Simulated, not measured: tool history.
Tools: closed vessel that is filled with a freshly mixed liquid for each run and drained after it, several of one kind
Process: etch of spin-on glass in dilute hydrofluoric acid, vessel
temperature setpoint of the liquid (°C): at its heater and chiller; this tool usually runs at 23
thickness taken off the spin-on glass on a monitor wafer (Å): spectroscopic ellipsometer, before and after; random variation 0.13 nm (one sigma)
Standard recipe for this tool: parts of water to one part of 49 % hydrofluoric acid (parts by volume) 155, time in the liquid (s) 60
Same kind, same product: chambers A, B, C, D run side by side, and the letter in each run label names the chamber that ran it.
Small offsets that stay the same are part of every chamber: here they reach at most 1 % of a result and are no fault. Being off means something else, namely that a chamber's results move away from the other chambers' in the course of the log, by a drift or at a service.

| run | hour | temperature setpoint of the liquid (°C) | parts of water to one part of 49 % hydrofluoric acid (parts by volume) | time in the liquid (s) | hours since the thermometer was replaced | hours since the hydrofluoric acid flow meter was replaced | read-back film thickness of the spin-on glass reference wafer, read on the same gauge (nm) | thickness taken off the spin-on glass on a monitor wafer (Å) |
|---|---|---|---|---|---|---|---|---|
| 1A | 2.4 | 23 | 155 | 60 | 998.9 | 758.6 | 39.984 | 180.57 |
| 2D | 5.6 | 23 | 155 | 60 | 77.2 | 868.5 | 39.994 | 183.51 |
| 3B | 8.2 | 23 | 155 | 60 | 346.7 | 420.7 | 39.987 | 185.57 |
| 4C | 12.7 | 23 | 155 | 60 | 872.8 | 2571.9 | 39.978 | 184.1 |
| 5B | 17 | 23 | 155 | 60 | 355.5 | 429.5 | 40.021 | 181.26 |
| 6D | 20.6 | 23 | 155 | 60 | 92.2 | 883.5 | 39.975 | 183.11 |
| 7A | 25.7 | 23 | 155 | 60 | 1022.2 | 781.9 | 40.033 | 185.12 |
| 8C | 30.4 | 23 | 155 | 60 | 890.5 | 2589.6 | 40.029 | 180.75 |
| 9C | 34.5 | 23 | 155 | 90 | 894.6 | 2593.7 | 39.991 | 274.18 |
| 10D | 36.8 | 23 | 155 | 90 | 108.4 | 899.7 | 40.009 | 274.31 |
| 11A | 39.4 | 23 | 155 | 90 | 1035.9 | 795.6 | 40.001 | 274.79 |
| 12B | 44.3 | 23 | 155 | 90 | 382.8 | 456.8 | 39.983 | 273.22 |
| 13C | 48.2 | 20.5 | 155 | 50 | 908.3 | 2607.4 | 40.017 | 136.36 |
| 14B | 53.3 | 20.5 | 155 | 50 | 391.8 | 465.8 | 39.983 | 137.62 |
| 15A | 58 | 20.5 | 155 | 50 | 1054.5 | 814.2 | 39.983 | 138.41 |
| 16D | 63 | 20.5 | 155 | 50 | 134.6 | 925.9 | 40.062 | 140.11 |
| 17D | 65.5 | 23 | 155 | 60 | 137.1 | 928.4 | 40.01 | 182.47 |
| 18C | 69.4 | 23 | 155 | 60 | 929.5 | 2628.6 | 40.005 | 177.31 |
| 19B | 72.9 | 23 | 155 | 60 | 411.4 | 485.4 | 40.026 | 184.14 |
| 20A | 77.9 | 23 | 155 | 60 | 1074.4 | 834.1 | 39.994 | 182.24 |
| 21B | 82.1 | 23 | 155 | 60 | 420.6 | 494.6 | 40.019 | 184 |
| 22A | 87 | 23 | 155 | 60 | 1083.5 | 843.2 | 39.963 | 184.01 |
|  | 87.1 | chamber C: hydrofluoric acid flow meter replaced |
| 23D | 90.2 | 21 | 125 | 60 | 161.8 | 953.1 | 40.035 | 218.57 |
| 24C | 95.1 | 21 | 125 | 60 | 955.2 | 8 | 40.003 | 205.7 |
| 25C | 99.7 | 21 | 125 | 60 | 959.8 | 12.6 | 40.021 | 205.64 |
| 26B | 102.7 | 21 | 125 | 60 | 441.2 | 515.2 | 39.991 | 217.23 |
| 27D | 105 | 23 | 155 | 60 | 176.6 | 967.9 | 39.956 | 185.4 |
| 28A | 109.8 | 23 | 155 | 60 | 1106.3 | 866 | 39.977 | 184.95 |
| 29B | 114.3 | 23 | 155 | 60 | 452.8 | 526.8 | 40.009 | 182.09 |
| 30A | 118.8 | 23 | 155 | 60 | 1115.3 | 875 | 40.039 | 181.96 |
| 31D | 123.9 | 23 | 220 | 60 | 195.5 | 986.8 | 39.988 | 120.26 |
| 32C | 126.9 | 23 | 220 | 60 | 987 | 39.8 | 40.021 | 112.96 |
| 33A | 129.6 | 23 | 220 | 60 | 1126.1 | 885.8 | 39.983 | 120.44 |
| 34D | 132.9 | 23 | 220 | 60 | 204.5 | 995.8 | 39.978 | 120.76 |

Is one chamber off against the others, does the gauge drift, or is nothing wrong? If a chamber is off, say which, and what the likeliest cause is.

It is chamber C that slowly wanders off from its peers.
Cause: liquid colder than its thermometer reads (K) = 1.99.

Chamber C could run next with any of the 4 candidate recipes listed below; each alters the usual settings, and their results appear as question marks. Which one brings its results back in line with what the other chambers deliver on the usual settings?
In line means no further than this from the other chambers' mean on the usual settings: thickness taken off the spin-on glass on a monitor wafer (Å) 4.4
| 35C-1 | 136.7 | 23 | 165 | 55 |  |  |  | ? |
| 35C-2 | 136.7 | 23 | 165 | 60 |  |  |  | ? |
| 35C-3 | 136.7 | 23 | 145 | 60 |  |  |  | ? |
| 35C-4 | 136.7 | 23 | 135 | 60 |  |  |  | ? |

The other chambers' mean on the usual settings: thickness taken off the spin-on glass on a monitor wafer (Å) 183.12
| run | thickness taken off the spin-on glass on a monitor wafer (Å) |
|---|---|
| 35C-1 | 144.27 |
| 35C-2 | 157.39 |
| 35C-3 | 182.89 |
| 35C-4 | 198.53 |
35C-3 brings the chamber back in line.
